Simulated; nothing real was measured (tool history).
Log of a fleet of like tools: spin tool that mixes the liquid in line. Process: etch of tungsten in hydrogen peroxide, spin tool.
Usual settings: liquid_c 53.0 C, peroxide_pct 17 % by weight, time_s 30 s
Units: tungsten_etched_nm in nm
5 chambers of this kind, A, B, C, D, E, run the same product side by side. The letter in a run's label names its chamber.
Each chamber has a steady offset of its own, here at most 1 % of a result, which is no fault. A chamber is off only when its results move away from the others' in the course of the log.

run	hour	liquid_c	peroxide_pct	time_s	hours since the thermometer was replaced	hours since the peroxide flow meter was replaced	hours since the heated supply line was repaired	hours since the drum of peroxide was connected	read-back film thickness of the tungsten reference wafer, read on the same gauge (nm)	tungsten_etched_nm
1D	11.2	53.0	17	30	570.5	2276.2	773.9	268.3	120.00	27.993
2A	27.0	53.0	17	30	420.8	1447.3	139.0	53.0	120.02	27.799
3E	39.6	53.0	17	30	540.5	205.6	1794.1	93.1	120.02	27.817
# hour 50.2: chamber D: new drum of peroxide connected
4B	52.7	53.0	17	30	1046.3	253.9	2973.7	454.0	120.00	28.085
5C	64.4	53.0	13	30	661.5	711.4	745.4	430.5	119.98	24.756
6A	79.7	53.0	13	30	473.5	1500.0	191.7	105.7	119.96	24.308
7E	96.0	53.0	13	30	596.9	262.0	1850.5	149.5	119.97	24.412
# hour 96.6: chamber D: peroxide flow meter replaced
8B	105.4	53.0	13	30	1099.0	306.6	3026.4	506.7	120.06	24.857
# hour 113.7: chamber B: new drum of peroxide connected
9C	115.5	53.0	13	30	712.6	762.5	796.5	481.6	120.05	24.640
10D	129.2	53.0	17	30	688.5	32.6	891.9	79.0	120.01	27.710
# hour 137.5: chamber C: new drum of peroxide connected
11B	139.7	53.0	17	30	1133.3	340.9	3060.7	26.0	120.00	28.148
12A	153.5	53.0	17	30	547.3	1573.8	265.5	179.5	120.01	27.940
13C	170.0	53.0	17	30	767.1	817.0	851.0	32.6	119.98	28.272
14D	181.5	53.0	17	30	740.8	84.9	944.2	131.3	119.98	28.149
15E	190.2	53.0	17	30	691.1	356.2	1944.7	243.7	120.02	27.869
# hour 197.6: chamber B: peroxide flow meter replaced
16A	204.6	53.0	17	30	598.4	1624.9	316.6	230.6	120.00	27.869
17C	216.6	53.0	17	30	813.7	863.6	897.6	79.2	120.02	28.150
18D	226.8	53.0	17	20	786.1	130.2	989.5	176.6	120.01	18.693
# hour 231.8: chamber C: thermometer replaced
19B	242.6	53.0	17	20	1236.2	45.0	3163.6	128.9	119.97	18.944
20E	251.8	53.0	17	20	752.7	417.8	2006.3	305.3	120.02	18.528
21A	261.9	53.0	17	20	655.7	1682.2	373.9	287.9	120.01	18.625
22D	276.1	53.0	17	20	835.4	179.5	1038.8	225.9	120.04	18.773
23E	284.9	53.0	17	30	785.8	450.9	2039.4	338.4	120.02	27.978
24B	293.2	53.0	17	30	1286.8	95.6	3214.2	179.5	119.96	28.684
# hour 303.0: chamber E: new drum of peroxide connected
25C	308.4	53.0	17	30	76.6	955.4	989.4	171.0	120.02	28.128
26C	319.8	59.0	15	30	88.0	966.8	1000.8	182.4	119.99	37.750
27A	331.3	59.0	15	30	725.1	1751.6	443.3	357.3	120.02	37.467
# hour 341.5: chamber A: thermometer replaced
28D	342.6	59.0	15	30	901.9	246.0	1105.3	292.4	120.00	37.192
# hour 350.0: chamber D: new drum of peroxide connected
29E	356.6	59.0	15	30	857.5	522.6	2111.1	53.7	120.00	37.212
30B	365.4	59.0	15	30	1359.0	167.8	3286.4	251.7	120.02	38.453
31D	373.2	53.0	17	30	932.5	276.6	1135.9	23.3	120.03	27.927
32B	385.0	53.0	17	30	1378.6	187.4	3306.0	271.3	119.98	28.705
33A	394.6	53.0	17	30	53.2	1814.9	506.6	420.6	119.99	27.850
34C	405.2	53.0	17	30	173.4	1052.2	1086.2	267.8	119.97	28.003
35E	417.1	53.0	17	30	918.0	583.1	2171.6	114.2	119.94	27.840
36D	429.2	53.0	17	30	988.5	332.6	1191.9	79.3	120.03	28.114
37A	445.0	53.0	17	30	103.6	1865.3	557.0	471.0	120.00	27.875
38B	459.3	53.0	17	30	1452.9	261.7	3380.3	345.6	119.97	29.045
39C	467.5	53.0	17	30	235.7	1114.5	1148.5	330.1	120.00	28.013

All 5 chambers run these settings next. Forecast each chamber's results:
40A	479.3	49.5	17	30						?
40B	479.3	49.5	17	30						?
40C	479.3	49.5	17	30						?
40D	479.3	49.5	17	30						?
40E	479.3	49.5	17	30						?

run	tungsten_etched_nm
40A	22.535
40B	23.479
40C	22.782
40D	22.726
40E	22.629
